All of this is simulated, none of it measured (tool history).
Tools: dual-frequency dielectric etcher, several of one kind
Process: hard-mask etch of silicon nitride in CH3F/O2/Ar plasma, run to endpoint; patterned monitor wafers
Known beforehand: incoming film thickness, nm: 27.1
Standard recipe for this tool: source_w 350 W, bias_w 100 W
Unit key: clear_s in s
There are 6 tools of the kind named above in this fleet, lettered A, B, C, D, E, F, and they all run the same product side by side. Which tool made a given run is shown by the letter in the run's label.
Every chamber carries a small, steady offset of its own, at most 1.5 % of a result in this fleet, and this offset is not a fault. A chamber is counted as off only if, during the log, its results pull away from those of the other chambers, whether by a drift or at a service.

| run | hour | source_w | bias_w | hours since the last wet clean | hours since the last source power generator calibration | hours since the last bias power generator calibration | clear_s |
|---|---|---|---|---|---|---|---|
| 1C | 7.0 | 350 | 100 | 526.4 | 733.8 | 1205.6 | 36.766 |
|  | 12.0 | chamber A: wet clean of the chamber |
| 2F | 14.7 | 350 | 100 | 607.3 | 338.6 | 821.8 | 36.914 |
|  | 15.0 | chamber C: wet clean of the chamber |
| 3A | 24.5 | 350 | 100 | 12.6 | 3255.7 | 3788.8 | 37.118 |
| 4B | 34.5 | 350 | 100 | 222.6 | 2135.0 | 2147.5 | 36.450 |
|  | 40.3 | chamber D: wet clean of the chamber |
| 5E | 42.3 | 350 | 100 | 328.0 | 1595.9 | 449.5 | 36.708 |
| 6D | 48.7 | 350 | 100 | 8.4 | 1936.6 | 2559.0 | 36.308 |
| 7C | 55.4 | 350 | 100 | 40.5 | 782.2 | 1254.0 | 36.699 |
| 8D | 61.9 | 350 | 100 | 21.6 | 1949.8 | 2572.2 | 36.494 |
| 9A | 71.2 | 350 | 100 | 59.3 | 3302.4 | 3835.5 | 36.985 |
| 10F | 77.2 | 350 | 100 | 669.8 | 401.1 | 884.3 | 36.939 |
| 11E | 88.3 | 350 | 100 | 374.0 | 1641.9 | 495.5 | 36.816 |
| 12B | 100.2 | 350 | 100 | 288.3 | 2200.7 | 2213.2 | 36.661 |
| 13D | 110.5 | 350 | 100 | 70.2 | 1998.4 | 2620.8 | 36.554 |
|  | 115.0 | chamber F: wet clean of the chamber |
| 14F | 116.3 | 350 | 100 | 1.4 | 440.2 | 923.4 | 37.776 |
| 15E | 125.7 | 350 | 100 | 411.4 | 1679.3 | 532.9 | 36.884 |
| 16A | 130.9 | 350 | 100 | 119.0 | 3362.1 | 3895.2 | 37.030 |
| 17C | 137.1 | 350 | 100 | 122.2 | 863.9 | 1335.7 | 36.780 |
| 18B | 148.7 | 350 | 100 | 336.8 | 2249.2 | 2261.7 | 36.653 |
| 19B | 158.6 | 350 | 100 | 346.7 | 2259.1 | 2271.6 | 36.643 |
| 20F | 168.3 | 350 | 115 | 53.4 | 492.2 | 975.4 | 35.861 |
| 21C | 174.5 | 350 | 115 | 159.6 | 901.3 | 1373.1 | 34.800 |
| 22E | 186.0 | 350 | 115 | 471.7 | 1739.6 | 593.2 | 34.773 |
| 23D | 192.4 | 350 | 115 | 152.1 | 2080.3 | 2702.7 | 34.706 |
| 24A | 200.6 | 350 | 115 | 188.7 | 3431.8 | 3964.9 | 35.199 |
| 25A | 212.3 | 350 | 115 | 200.4 | 3443.5 | 3976.6 | 35.100 |
| 26D | 219.4 | 350 | 100 | 179.1 | 2107.3 | 2729.7 | 36.414 |
| 27B | 227.1 | 260 | 116 | 415.2 | 2327.6 | 2340.1 | 38.295 |
| 28F | 235.2 | 260 | 116 | 120.3 | 559.1 | 1042.3 | 39.850 |
| 29E | 244.6 | 260 | 116 | 530.3 | 1798.2 | 651.8 | 38.742 |
| 30C | 255.6 | 260 | 116 | 240.7 | 982.4 | 1454.2 | 38.801 |
| 31B | 262.4 | 260 | 116 | 450.5 | 2362.9 | 2375.4 | 38.318 |
| 32E | 271.0 | 260 | 116 | 556.7 | 1824.6 | 678.2 | 38.649 |
|  | 274.6 | chamber B: wet clean of the chamber |
| 33A | 281.2 | 390 | 112 | 269.3 | 3512.4 | 4045.5 | 34.061 |
| 34F | 286.4 | 390 | 112 | 171.5 | 610.3 | 1093.5 | 34.826 |
| 35C | 296.3 | 390 | 112 | 281.4 | 1023.1 | 1494.9 | 33.858 |
| 36D | 306.3 | 390 | 112 | 266.0 | 2194.2 | 2816.6 | 33.576 |
| 37B | 311.9 | 390 | 112 | 37.3 | 2412.4 | 2424.9 | 33.699 |

One chamber off, gauge drift, or nothing amiss beyond the chambers' own small offsets? If it is a chamber, which one, and what is the likeliest cause?

A service on chamber F put it out of line with the rest.
What lies behind it: etch rate under this chamber's usual, % = 2.15.

Here are 4 candidates for chamber F's next run, each the usual settings with a change, their results left as question marks. Which one brings its results back in line with what the others give on the usual settings?
In line here means within this much of the mean the other chambers give on the usual settings: clear_s 0.440 s
| 38F-1 | 320.5 | 350 | 101 |  |  |  | ? |
| 38F-2 | 320.5 | 350 | 92 |  |  |  | ? |
| 38F-3 | 320.5 | 360 | 104 |  |  |  | ? |
| 38F-4 | 320.5 | 340 | 100 |  |  |  | ? |

Other chambers, usual settings, mean: clear_s 36.714 s
| run | clear_s |
|---|---|
| 38F-1 | 37.606 |
| 38F-2 | 38.929 |
| 38F-3 | 36.809 |
| 38F-4 | 38.155 |
It is 38F-3 that realigns the chamber with its peers.
